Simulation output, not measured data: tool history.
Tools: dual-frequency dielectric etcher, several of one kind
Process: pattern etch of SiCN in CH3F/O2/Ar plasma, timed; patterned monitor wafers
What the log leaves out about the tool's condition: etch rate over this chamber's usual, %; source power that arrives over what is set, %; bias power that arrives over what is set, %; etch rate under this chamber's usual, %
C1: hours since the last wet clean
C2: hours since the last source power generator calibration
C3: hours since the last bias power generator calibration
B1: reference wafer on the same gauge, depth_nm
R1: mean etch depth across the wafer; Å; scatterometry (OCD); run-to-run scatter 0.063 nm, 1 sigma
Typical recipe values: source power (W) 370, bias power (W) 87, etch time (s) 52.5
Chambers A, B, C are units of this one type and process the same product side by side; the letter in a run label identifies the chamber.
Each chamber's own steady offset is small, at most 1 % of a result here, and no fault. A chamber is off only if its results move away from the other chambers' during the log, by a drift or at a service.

{"run": "1C", "hour": 7.5, "source power (W)": 370, "bias power (W)": 87, "etch time (s)": 52.5, "C1": 421.8, "C2": 1419.4, "C3": 632.7, "B1": 18.613, "R1": 203.39}
{"run": "2B", "hour": 20.7, "source power (W)": 370, "bias power (W)": 87, "etch time (s)": 52.5, "C1": 455.2, "C2": 791.7, "C3": 1002.8, "B1": 18.588, "R1": 204.05}
{"run": "3A", "hour": 31.1, "source power (W)": 370, "bias power (W)": 87, "etch time (s)": 52.5, "C1": 190.9, "C2": 1590.2, "C3": 1595.3, "B1": 18.603, "R1": 204.38}
{"run": "4B", "hour": 40.3, "source power (W)": 370, "bias power (W)": 87, "etch time (s)": 52.5, "C1": 474.8, "C2": 811.3, "C3": 1022.4, "B1": 18.604, "R1": 205.08}
{"run": "5C", "hour": 52.5, "source power (W)": 370, "bias power (W)": 87, "etch time (s)": 52.5, "C1": 466.8, "C2": 1464.4, "C3": 677.7, "B1": 18.594, "R1": 203.13}
{"run": "6A", "hour": 65.4, "source power (W)": 370, "bias power (W)": 87, "etch time (s)": 52.5, "C1": 225.2, "C2": 1624.5, "C3": 1629.6, "B1": 18.606, "R1": 203.97}
{"run": "7C", "hour": 79.3, "source power (W)": 370, "bias power (W)": 87, "etch time (s)": 52.5, "C1": 493.6, "C2": 1491.2, "C3": 704.5, "B1": 18.606, "R1": 203.25}
{"run": "8B", "hour": 93.5, "source power (W)": 370, "bias power (W)": 87, "etch time (s)": 52.5, "C1": 528, "C2": 864.5, "C3": 1075.6, "B1": 18.589, "R1": 204.32}
{"run": "9A", "hour": 104.8, "source power (W)": 370, "bias power (W)": 87, "etch time (s)": 52.5, "C1": 264.6, "C2": 1663.9, "C3": 1669, "B1": 18.578, "R1": 203.42}
{"run": "10A", "hour": 111.2, "source power (W)": 370, "bias power (W)": 87, "etch time (s)": 52.5, "C1": 271, "C2": 1670.3, "C3": 1675.4, "B1": 18.594, "R1": 203.48}
{"run": "11C", "hour": 120.2, "source power (W)": 370, "bias power (W)": 87, "etch time (s)": 59, "C1": 534.5, "C2": 1532.1, "C3": 745.4, "B1": 18.604, "R1": 228.56}
{"run": "12B", "hour": 127.0, "source power (W)": 370, "bias power (W)": 87, "etch time (s)": 59, "C1": 561.5, "C2": 898, "C3": 1109.1, "B1": 18.598, "R1": 229.78}
{"run": "13A", "hour": 135.6, "source power (W)": 370, "bias power (W)": 87, "etch time (s)": 59, "C1": 295.4, "C2": 1694.7, "C3": 1699.8, "B1": 18.604, "R1": 230.12}
{"run": "14B", "hour": 142.9, "source power (W)": 370, "bias power (W)": 87, "etch time (s)": 52.5, "C1": 577.4, "C2": 913.9, "C3": 1125, "B1": 18.586, "R1": 204.91}
{"run": "15C", "hour": 149.3, "source power (W)": 370, "bias power (W)": 87, "etch time (s)": 52.5, "C1": 563.6, "C2": 1561.2, "C3": 774.5, "B1": 18.59, "R1": 202.98}
{"run": "16A", "hour": 160.6, "source power (W)": 370, "bias power (W)": 87, "etch time (s)": 52.5, "C1": 320.4, "C2": 1719.7, "C3": 1724.8, "B1": 18.607, "R1": 204.5}
{"run": "17C", "hour": 167.3, "source power (W)": 370, "bias power (W)": 87, "etch time (s)": 52.5, "C1": 581.6, "C2": 1579.2, "C3": 792.5, "B1": 18.614, "R1": 203.07}
{"run": "18B", "hour": 173.7, "source power (W)": 370, "bias power (W)": 87, "etch time (s)": 52.5, "C1": 608.2, "C2": 944.7, "C3": 1155.8, "B1": 18.608, "R1": 205.05}
{"run": "19B", "hour": 183.5, "source power (W)": 370, "bias power (W)": 87, "etch time (s)": 52.5, "C1": 618, "C2": 954.5, "C3": 1165.6, "B1": 18.609, "R1": 204.76}
{"hour": 187.2, "done": "chamber B: wet clean of the chamber"}
{"run": "20A", "hour": 195.1, "source power (W)": 370, "bias power (W)": 87, "etch time (s)": 52.5, "C1": 354.9, "C2": 1754.2, "C3": 1759.3, "B1": 18.616, "R1": 204.42}
{"hour": 206.1, "done": "chamber C: wet clean of the chamber"}
{"run": "21C", "hour": 207.7, "source power (W)": 370, "bias power (W)": 87, "etch time (s)": 52.5, "C1": 1.7, "C2": 1619.6, "C3": 832.9, "B1": 18.608, "R1": 202.76}
{"run": "22B", "hour": 220.7, "source power (W)": 370, "bias power (W)": 87, "etch time (s)": 52.5, "C1": 33.5, "C2": 991.7, "C3": 1202.8, "B1": 18.582, "R1": 210.2}
{"run": "23C", "hour": 229.9, "source power (W)": 370, "bias power (W)": 87, "etch time (s)": 52.5, "C1": 23.9, "C2": 1641.8, "C3": 855.1, "B1": 18.606, "R1": 203.38}
{"run": "24A", "hour": 240.0, "source power (W)": 370, "bias power (W)": 87, "etch time (s)": 52.5, "C1": 399.8, "C2": 1799.1, "C3": 1804.2, "B1": 18.59, "R1": 203.97}
{"run": "25A", "hour": 253.2, "source power (W)": 370, "bias power (W)": 74, "etch time (s)": 59, "C1": 413, "C2": 1812.3, "C3": 1817.4, "B1": 18.604, "R1": 216.15}
{"run": "26C", "hour": 260.0, "source power (W)": 370, "bias power (W)": 74, "etch time (s)": 59, "C1": 54, "C2": 1671.9, "C3": 885.2, "B1": 18.59, "R1": 214.66}
{"run": "27B", "hour": 267.7, "source power (W)": 370, "bias power (W)": 74, "etch time (s)": 59, "C1": 80.5, "C2": 1038.7, "C3": 1249.8, "B1": 18.6, "R1": 223.98}
{"run": "28B", "hour": 278.5, "source power (W)": 370, "bias power (W)": 87, "etch time (s)": 52.5, "C1": 91.3, "C2": 1049.5, "C3": 1260.6, "B1": 18.605, "R1": 211.27}
{"run": "29C", "hour": 291.5, "source power (W)": 370, "bias power (W)": 87, "etch time (s)": 52.5, "C1": 85.5, "C2": 1703.4, "C3": 916.7, "B1": 18.598, "R1": 203.52}
{"run": "30A", "hour": 305.1, "source power (W)": 370, "bias power (W)": 87, "etch time (s)": 52.5, "C1": 464.9, "C2": 1864.2, "C3": 1869.3, "B1": 18.582, "R1": 204.8}
{"run": "31C", "hour": 312.5, "source power (W)": 370, "bias power (W)": 87, "etch time (s)": 52.5, "C1": 106.5, "C2": 1724.4, "C3": 937.7, "B1": 18.604, "R1": 203.26}
{"run": "32A", "hour": 326.1, "source power (W)": 370, "bias power (W)": 87, "etch time (s)": 52.5, "C1": 485.9, "C2": 1885.2, "C3": 1890.3, "B1": 18.593, "R1": 204.07}

Predict what each chamber gives when all 3 of them run the settings below next.
{"run": "33A", "hour": 336.6, "source power (W)": 370, "bias power (W)": 87, "etch time (s)": 52.5, "R1": "?"}
{"run": "33B", "hour": 336.6, "source power (W)": 370, "bias power (W)": 87, "etch time (s)": 52.5, "R1": "?"}
{"run": "33C", "hour": 336.6, "source power (W)": 370, "bias power (W)": 87, "etch time (s)": 52.5, "R1": "?"}

run=33A R1=203.91
run=33B R1=210.91
run=33C R1=203.32
